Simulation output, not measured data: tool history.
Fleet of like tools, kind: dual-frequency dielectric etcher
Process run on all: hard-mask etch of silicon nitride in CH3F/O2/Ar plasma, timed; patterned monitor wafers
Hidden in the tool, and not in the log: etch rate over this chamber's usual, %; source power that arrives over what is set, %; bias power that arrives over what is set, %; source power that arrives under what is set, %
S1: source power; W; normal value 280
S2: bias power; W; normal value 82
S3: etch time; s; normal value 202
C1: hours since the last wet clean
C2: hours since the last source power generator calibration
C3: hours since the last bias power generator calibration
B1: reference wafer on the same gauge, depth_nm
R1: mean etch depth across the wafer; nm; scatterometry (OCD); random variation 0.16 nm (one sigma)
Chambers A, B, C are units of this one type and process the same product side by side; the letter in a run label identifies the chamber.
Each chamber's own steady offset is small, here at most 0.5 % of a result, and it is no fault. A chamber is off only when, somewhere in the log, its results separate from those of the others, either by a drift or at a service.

{"hour": 11.5, "done": "chamber C: wet clean of the chamber"}
{"run": "1C", "hour": 15.3, "S1": 280, "S2": 82, "S3": 202, "C1": 3.8, "C2": 645.6, "C3": 1454.6, "B1": 104.95, "R1": 128.99}
{"run": "2A", "hour": 24.2, "S1": 280, "S2": 82, "S3": 202, "C1": 411.0, "C2": 3041.9, "C3": 3280.1, "B1": 104.96, "R1": 129.46}
{"hour": 25.0, "done": "chamber B: source power generator calibrated"}
{"run": "3B", "hour": 32.7, "S1": 280, "S2": 82, "S3": 202, "C1": 46.1, "C2": 7.8, "C3": 222.7, "B1": 104.95, "R1": 129.19}
{"run": "4A", "hour": 40.3, "S1": 280, "S2": 82, "S3": 202, "C1": 427.1, "C2": 3058.0, "C3": 3296.2, "B1": 104.9, "R1": 129.29}
{"run": "5C", "hour": 49.2, "S1": 280, "S2": 82, "S3": 202, "C1": 37.7, "C2": 679.5, "C3": 1488.5, "B1": 104.9, "R1": 128.71}
{"run": "6B", "hour": 64.4, "S1": 280, "S2": 82, "S3": 202, "C1": 77.8, "C2": 39.5, "C3": 254.4, "B1": 104.92, "R1": 129.0}
{"run": "7B", "hour": 79.9, "S1": 280, "S2": 82, "S3": 202, "C1": 93.3, "C2": 55.0, "C3": 269.9, "B1": 104.86, "R1": 129.04}
{"run": "8C", "hour": 91.8, "S1": 280, "S2": 82, "S3": 202, "C1": 80.3, "C2": 722.1, "C3": 1531.1, "B1": 104.82, "R1": 128.87}
{"run": "9A", "hour": 102.7, "S1": 330, "S2": 82, "S3": 202, "C1": 489.5, "C2": 3120.4, "C3": 3358.6, "B1": 104.8, "R1": 137.49}
{"run": "10B", "hour": 110.4, "S1": 330, "S2": 82, "S3": 202, "C1": 123.8, "C2": 85.5, "C3": 300.4, "B1": 104.8, "R1": 137.09}
{"hour": 111.2, "done": "chamber A: wet clean of the chamber"}
{"run": "11C", "hour": 124.2, "S1": 330, "S2": 82, "S3": 202, "C1": 112.7, "C2": 754.5, "C3": 1563.5, "B1": 104.77, "R1": 137.14}
{"run": "12A", "hour": 134.7, "S1": 280, "S2": 82, "S3": 202, "C1": 23.5, "C2": 3152.4, "C3": 3390.6, "B1": 104.76, "R1": 129.26}
{"run": "13C", "hour": 143.2, "S1": 280, "S2": 82, "S3": 202, "C1": 131.7, "C2": 773.5, "C3": 1582.5, "B1": 104.76, "R1": 128.6}
{"run": "14A", "hour": 155.7, "S1": 230, "S2": 82, "S3": 202, "C1": 44.5, "C2": 3173.4, "C3": 3411.6, "B1": 104.71, "R1": 119.85}
{"run": "15B", "hour": 168.9, "S1": 230, "S2": 82, "S3": 202, "C1": 182.3, "C2": 144.0, "C3": 358.9, "B1": 104.69, "R1": 119.67}
{"run": "16B", "hour": 178.6, "S1": 230, "S2": 82, "S3": 202, "C1": 192.0, "C2": 153.7, "C3": 368.6, "B1": 104.67, "R1": 119.87}
{"run": "17A", "hour": 191.0, "S1": 280, "S2": 82, "S3": 202, "C1": 79.8, "C2": 3208.7, "C3": 3446.9, "B1": 104.66, "R1": 128.67}
{"run": "18C", "hour": 203.3, "S1": 280, "S2": 82, "S3": 202, "C1": 191.8, "C2": 833.6, "C3": 1642.6, "B1": 104.63, "R1": 128.43}
{"run": "19C", "hour": 216.9, "S1": 280, "S2": 82, "S3": 258, "C1": 205.4, "C2": 847.2, "C3": 1656.2, "B1": 104.61, "R1": 164.15}
{"run": "20B", "hour": 226.0, "S1": 280, "S2": 82, "S3": 258, "C1": 239.4, "C2": 201.1, "C3": 416.0, "B1": 104.58, "R1": 164.41}
{"run": "21A", "hour": 232.8, "S1": 280, "S2": 82, "S3": 258, "C1": 121.6, "C2": 3250.5, "C3": 3488.7, "B1": 104.58, "R1": 164.35}
{"run": "22A", "hour": 240.6, "S1": 280, "S2": 82, "S3": 202, "C1": 129.4, "C2": 3258.3, "C3": 3496.5, "B1": 104.56, "R1": 128.73}
{"run": "23B", "hour": 255.6, "S1": 280, "S2": 82, "S3": 202, "C1": 269.0, "C2": 230.7, "C3": 445.6, "B1": 104.59, "R1": 128.64}
{"run": "24C", "hour": 265.6, "S1": 280, "S2": 82, "S3": 202, "C1": 254.1, "C2": 895.9, "C3": 1704.9, "B1": 104.52, "R1": 128.41}
{"run": "25A", "hour": 278.6, "S1": 280, "S2": 82, "S3": 202, "C1": 167.4, "C2": 3296.3, "C3": 3534.5, "B1": 104.52, "R1": 128.75}
{"run": "26C", "hour": 287.4, "S1": 280, "S2": 82, "S3": 202, "C1": 275.9, "C2": 917.7, "C3": 1726.7, "B1": 104.45, "R1": 128.42}

For the next run the whole fleet of 3 chambers uses the same settings. Give each chamber's results:
{"run": "27A", "hour": 298.6, "S1": 250, "S2": 82, "S3": 202, "R1": "?"}
{"run": "27B", "hour": 298.6, "S1": 250, "S2": 82, "S3": 202, "R1": "?"}
{"run": "27C", "hour": 298.6, "S1": 250, "S2": 82, "S3": 202, "R1": "?"}

run=27A R1=123.27
run=27B R1=123.39
run=27C R1=122.95
